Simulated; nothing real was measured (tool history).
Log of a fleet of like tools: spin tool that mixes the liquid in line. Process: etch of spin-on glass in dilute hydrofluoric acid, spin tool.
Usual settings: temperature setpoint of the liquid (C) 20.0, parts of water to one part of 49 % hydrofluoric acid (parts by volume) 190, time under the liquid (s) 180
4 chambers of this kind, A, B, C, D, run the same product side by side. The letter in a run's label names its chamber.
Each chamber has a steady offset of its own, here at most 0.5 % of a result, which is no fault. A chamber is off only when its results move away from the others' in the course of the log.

run,hour,temperature setpoint of the liquid (C),parts of water to one part of 49 % hydrofluoric acid (parts by volume),time under the liquid (s),"read-back film thickness of the spin-on glass reference wafer, read on the same gauge (nm)",thickness taken off the spin-on glass on a monitor wafer (nm)
1A,3.7,20.0,190,180,110.00,15.6580
2D,7.7,20.0,190,180,110.02,15.8150
3B,10.0,20.0,190,180,110.00,15.6440
4C,13.9,20.0,190,180,109.97,15.5950
5D,16.5,20.0,190,180,109.96,15.7200
# hour 18.2: chamber D: thermometer replaced
6A,19.5,20.0,190,180,109.99,15.7760
# hour 21.1: chamber A: hydrofluoric acid flow meter replaced
7B,22.2,20.0,190,180,110.04,15.6070
8C,27.2,20.0,190,180,109.97,15.6210
9B,31.8,20.0,190,180,110.01,15.6380
10A,36.8,20.0,190,180,110.01,15.4760
11D,41.3,20.0,190,180,110.03,15.5370
12C,45.9,20.0,190,180,109.99,15.4820
13D,49.9,20.0,190,180,109.97,15.7000
14C,53.6,20.0,190,180,109.99,15.7130
15B,56.3,17.5,190,240,110.01,18.9200
16A,60.5,17.5,190,240,110.01,18.5060
17A,65.5,17.5,190,240,110.02,18.0460
18C,69.0,17.5,190,240,110.00,18.6270
19D,73.4,20.0,190,180,110.04,15.7190
20B,78.4,20.0,190,180,110.00,15.4700
21A,80.6,20.0,190,180,110.03,14.4830
22B,83.0,20.0,190,180,110.00,15.2940
23C,87.9,20.0,190,180,110.01,15.5550
24D,90.7,20.0,190,180,109.96,15.8310
25D,95.7,17.0,190,180,110.02,13.9560
26C,100.4,17.0,190,180,109.97,13.8180

Is one chamber off against the others, does the gauge drift, or is nothing wrong? If a chamber is off, say which, and what the likeliest cause is.

Chamber A drifts away from the others.
Cause: liquid colder than its thermometer reads (K) = 2.21.
The log may not tell that from: hydrofluoric acid flow below the setpoint (%).

Here are 4 candidates for chamber A's next run, each the usual settings with a change, their results left as question marks. Which one brings its results back in line with what the others give on the usual settings?
In line means no further than this from the other chambers' mean on the usual settings: thickness taken off the spin-on glass on a monitor wafer (nm) 0.4000
27A-1,104.1,20.0,185,190,,?
27A-2,104.1,20.0,195,170,,?
27A-3,104.1,20.0,185,180,,?
27A-4,104.1,20.0,195,180,,?

The other chambers' mean on the usual settings: thickness taken off the spin-on glass on a monitor wafer (nm) 15.5900
run,thickness taken off the spin-on glass on a monitor wafer (nm)
27A-1,15.5190
27A-2,13.0380
27A-3,14.7020
27A-4,13.8050
27A-1 brings the chamber back in line.
